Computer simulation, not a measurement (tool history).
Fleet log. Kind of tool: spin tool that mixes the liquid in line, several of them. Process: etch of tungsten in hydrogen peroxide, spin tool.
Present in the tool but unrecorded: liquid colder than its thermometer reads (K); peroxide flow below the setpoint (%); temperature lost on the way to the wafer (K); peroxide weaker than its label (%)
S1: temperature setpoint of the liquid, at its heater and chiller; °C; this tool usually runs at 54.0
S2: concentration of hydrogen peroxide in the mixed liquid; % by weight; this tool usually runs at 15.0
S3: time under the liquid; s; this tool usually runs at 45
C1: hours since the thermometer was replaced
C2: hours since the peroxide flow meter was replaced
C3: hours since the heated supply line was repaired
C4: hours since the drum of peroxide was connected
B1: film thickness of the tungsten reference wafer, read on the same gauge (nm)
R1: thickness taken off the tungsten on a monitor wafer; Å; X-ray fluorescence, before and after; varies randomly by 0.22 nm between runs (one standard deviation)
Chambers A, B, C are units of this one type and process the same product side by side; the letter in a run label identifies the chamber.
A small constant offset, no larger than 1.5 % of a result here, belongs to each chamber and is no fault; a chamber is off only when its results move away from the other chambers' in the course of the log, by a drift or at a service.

run	hour	S1	S2	S3	C1	C2	C3	C4	B1	R1
1C	8.3	54.0	15.0	45	1885.3	16.5	203.9	95.2	50.015	421.91
2A	15.3	54.0	15.0	45	29.1	905.9	146.6	1215.2	50.039	412.08
3B	22.5	54.0	15.0	45	1067.4	484.0	995.2	240.0	50.024	423.02
4B	32.5	54.0	15.0	45	1077.4	494.0	1005.2	250.0	49.978	422.23
5C	40.1	54.0	15.0	60	1917.1	48.3	235.7	127.0	50.032	563.60
# hour 47.0: chamber B: heated supply line repaired
6A	50.9	54.0	15.0	60	64.7	941.5	182.2	1250.8	49.992	551.83
7C	57.3	54.0	15.0	60	1934.3	65.5	252.9	144.2	50.013	561.00
8B	64.9	54.0	15.0	45	1109.8	526.4	17.9	282.4	50.029	421.30
9A	73.1	54.0	15.0	45	86.9	963.7	204.4	1273.0	49.992	415.57
# hour 81.7: chamber A: new drum of peroxide connected
10B	84.0	54.0	15.0	45	1128.9	545.5	37.0	301.5	50.015	419.08
11C	89.5	54.0	15.0	45	1966.5	97.7	285.1	176.4	50.020	422.10
12A	99.6	54.0	15.0	35	113.4	990.2	230.9	17.9	50.011	317.55
# hour 110.4: chamber B: new drum of peroxide connected
13C	111.5	54.0	15.0	35	1988.5	119.7	307.1	198.4	49.965	327.37
14A	122.5	54.0	15.0	35	136.3	1013.1	253.8	40.8	49.966	318.92
15B	131.3	54.0	15.0	45	1176.2	592.8	84.3	20.9	49.975	422.08
16B	142.0	54.0	15.0	45	1186.9	603.5	95.0	31.6	50.023	419.55
17C	151.2	54.0	15.0	45	2028.2	159.4	346.8	238.1	50.008	424.79
18A	157.8	54.0	15.0	45	171.6	1048.4	289.1	76.1	50.024	408.50
19A	168.7	54.0	15.0	45	182.5	1059.3	300.0	87.0	50.005	404.01
20C	175.9	54.0	15.0	45	2052.9	184.1	371.5	262.8	50.024	418.16
21B	182.8	54.0	15.0	45	1227.7	644.3	135.8	72.4	49.940	416.54
22C	192.9	54.0	15.0	45	2069.9	201.1	388.5	279.8	49.977	425.42
23B	201.2	54.0	15.0	45	1246.1	662.7	154.2	90.8	49.983	421.65
24A	210.8	54.0	15.0	45	224.6	1101.4	342.1	129.1	49.998	405.40
25A	223.2	54.0	15.0	45	237.0	1113.8	354.5	141.5	50.000	402.71
26B	234.8	54.0	15.0	45	1279.7	696.3	187.8	124.4	49.997	424.26
27C	240.3	63.5	15.0	45	2117.3	248.5	435.9	327.2	49.995	727.85
# hour 241.3: chamber C: thermometer replaced
28C	252.1	63.5	15.0	45	10.9	260.3	447.7	339.0	49.972	741.18
29B	263.1	63.5	15.0	45	1308.0	724.6	216.1	152.7	49.998	727.17
30A	270.3	54.0	15.0	45	284.1	1160.9	401.6	188.6	50.017	401.03
31A	281.8	54.0	15.0	45	295.6	1172.4	413.1	200.1	49.987	402.43
32C	293.0	54.0	15.0	45	51.8	301.2	488.6	379.9	49.972	421.44
33B	304.1	54.0	15.0	45	1349.0	765.6	257.1	193.7	49.988	422.17
34A	311.3	54.0	15.0	45	325.1	1201.9	442.6	229.6	50.003	396.54

Read the log: is a single chamber off, either drifting away or since a service, is the gauge that measures every chamber drifting, or is nothing wrong beyond small per-chamber offsets? Name any odd chamber and what most likely caused it.

One chamber, A, drifts off from the rest bit by bit.
Most likely cause: peroxide flow below the setpoint (%) = 7.68.
From this log alone, it may not be told apart from: liquid colder than its thermometer reads (K); temperature lost on the way to the wafer (K).

Below are 4 candidate recipes for chamber A's next run, each the usual settings with a change, their results shown as question marks. Which of them brings A's results back in line with what the other chambers give on the usual settings?
In line here means within this much of the mean the other chambers give on the usual settings: R1 7.70 Å
35A-1	320.4	53.0	15.0	45						?
35A-2	320.4	55.0	15.0	45						?
35A-3	320.4	54.5	15.0	45						?
35A-4	320.4	53.5	15.0	45						?

What the other chambers average on the usual settings: R1 421.62 Å
run	R1
35A-1	374.95
35A-2	421.95
35A-3	409.85
35A-4	386.36
35A-2 is the one that brings the chamber's results back in line with the other chambers.

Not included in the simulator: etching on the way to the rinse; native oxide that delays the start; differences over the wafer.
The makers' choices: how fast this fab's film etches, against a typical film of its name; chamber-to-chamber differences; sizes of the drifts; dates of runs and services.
